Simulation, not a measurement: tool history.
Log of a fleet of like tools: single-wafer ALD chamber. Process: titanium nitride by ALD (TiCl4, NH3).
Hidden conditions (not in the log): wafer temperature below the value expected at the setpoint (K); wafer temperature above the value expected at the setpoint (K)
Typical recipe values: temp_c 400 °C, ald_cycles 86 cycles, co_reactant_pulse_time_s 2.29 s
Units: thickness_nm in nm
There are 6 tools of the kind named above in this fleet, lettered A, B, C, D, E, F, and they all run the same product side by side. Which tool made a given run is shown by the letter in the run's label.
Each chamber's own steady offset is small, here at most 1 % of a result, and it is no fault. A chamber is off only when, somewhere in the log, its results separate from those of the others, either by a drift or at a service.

run,day,temp_c,ald_cycles,co_reactant_pulse_time_s,hours since the last thermocouple change,"read-back reference wafer on the same gauge, thickness_nm",thickness_nm
1F,0.429,400,86,2.29,1568.3,1.8704,1.9111
2E,0.642,400,86,2.29,459.7,1.8706,1.9167
3C,0.967,400,86,2.29,1453,1.8706,1.9062
4B,1.321,400,86,2.29,200.3,1.8704,1.8994
5D,1.571,400,86,2.29,1329.7,1.8707,1.918
6A,2.038,400,100,1.59,483.3,1.8712,2.1751
7C,2.271,400,100,1.59,1484.3,1.8711,2.1824
8E,2.538,400,100,1.59,505.2,1.8716,2.194
9F,2.975,400,100,1.59,1629.4,1.8713,2.1888
10D,3.192,400,100,1.59,1368.6,1.8714,2.1951
11A,3.621,400,100,1.59,521.3,1.8719,2.1815
12B,4.079,392,103,2.29,266.5,1.8722,2.2617
13E,4.412,392,103,2.29,550.2,1.8722,2.2826
# day 4.446: chamber F: thermocouple changed; heater temperature recalibrated
14C,4.708,392,103,2.29,1542.8,1.8721,2.2692
# day 4.825: chamber D: thermocouple changed; heater temperature recalibrated
15F,5.138,392,103,2.29,16.7,1.8725,2.2748
16D,5.408,392,103,2.29,14,1.8729,2.283
17B,5.742,392,103,2.29,306.4,1.8735,2.2634
18A,6.138,400,86,2.29,581.7,1.8726,1.9059
19A,6.371,400,86,2.29,587.3,1.8734,1.9014
20F,6.862,400,86,2.29,58.1,1.8732,1.9121
21D,7.117,400,86,2.29,55,1.8743,1.921
22C,7.338,400,86,2.29,1605.9,1.8736,1.9105
23B,7.567,400,86,2.29,350.2,1.8742,1.904
24E,7.812,400,86,2.29,631.8,1.8739,1.9176
25A,8.225,400,86,2.29,631.8,1.8746,1.9062
26E,8.679,400,86,1.74,652.6,1.8744,1.9016
27B,9.154,400,86,1.74,388.3,1.8741,1.8829
28D,9.45,400,86,1.74,111,1.8747,1.9009
29F,9.775,400,86,1.74,128,1.8746,1.8924
30C,10.158,400,86,1.74,1673.6,1.8752,1.8893
31B,10.467,400,86,1.74,419.8,1.8757,1.8813
32A,10.8,400,86,2.29,693.6,1.8755,1.9083
33C,11.058,400,86,2.29,1695.2,1.8753,1.9109
34E,11.392,400,86,2.29,717.7,1.8756,1.9162
35D,11.879,400,86,2.29,169.3,1.8762,1.9249
36F,12.158,400,86,2.29,185.2,1.8764,1.9162
37B,12.612,400,92,2.02,471.3,1.8765,2.0307
38A,13.012,400,92,2.02,746.7,1.8768,2.0307
39F,13.421,400,92,2.02,215.5,1.8768,2.0398
40C,13.829,400,92,2.02,1761.7,1.8769,2.0347
41E,14.108,400,92,2.02,782.9,1.8773,2.0445
42D,14.508,400,92,2.02,232.4,1.8773,2.0458

Next, every chamber runs the same settings. What will each give?
43A,14.867,400,86,2.29,,,?
43B,14.867,400,86,2.29,,,?
43C,14.867,400,86,2.29,,,?
43D,14.867,400,86,2.29,,,?
43E,14.867,400,86,2.29,,,?
43F,14.867,400,86,2.29,,,?

run,thickness_nm
43A,1.9087
43B,1.9032
43C,1.9149
43D,1.9254
43E,1.9243
43F,1.9158

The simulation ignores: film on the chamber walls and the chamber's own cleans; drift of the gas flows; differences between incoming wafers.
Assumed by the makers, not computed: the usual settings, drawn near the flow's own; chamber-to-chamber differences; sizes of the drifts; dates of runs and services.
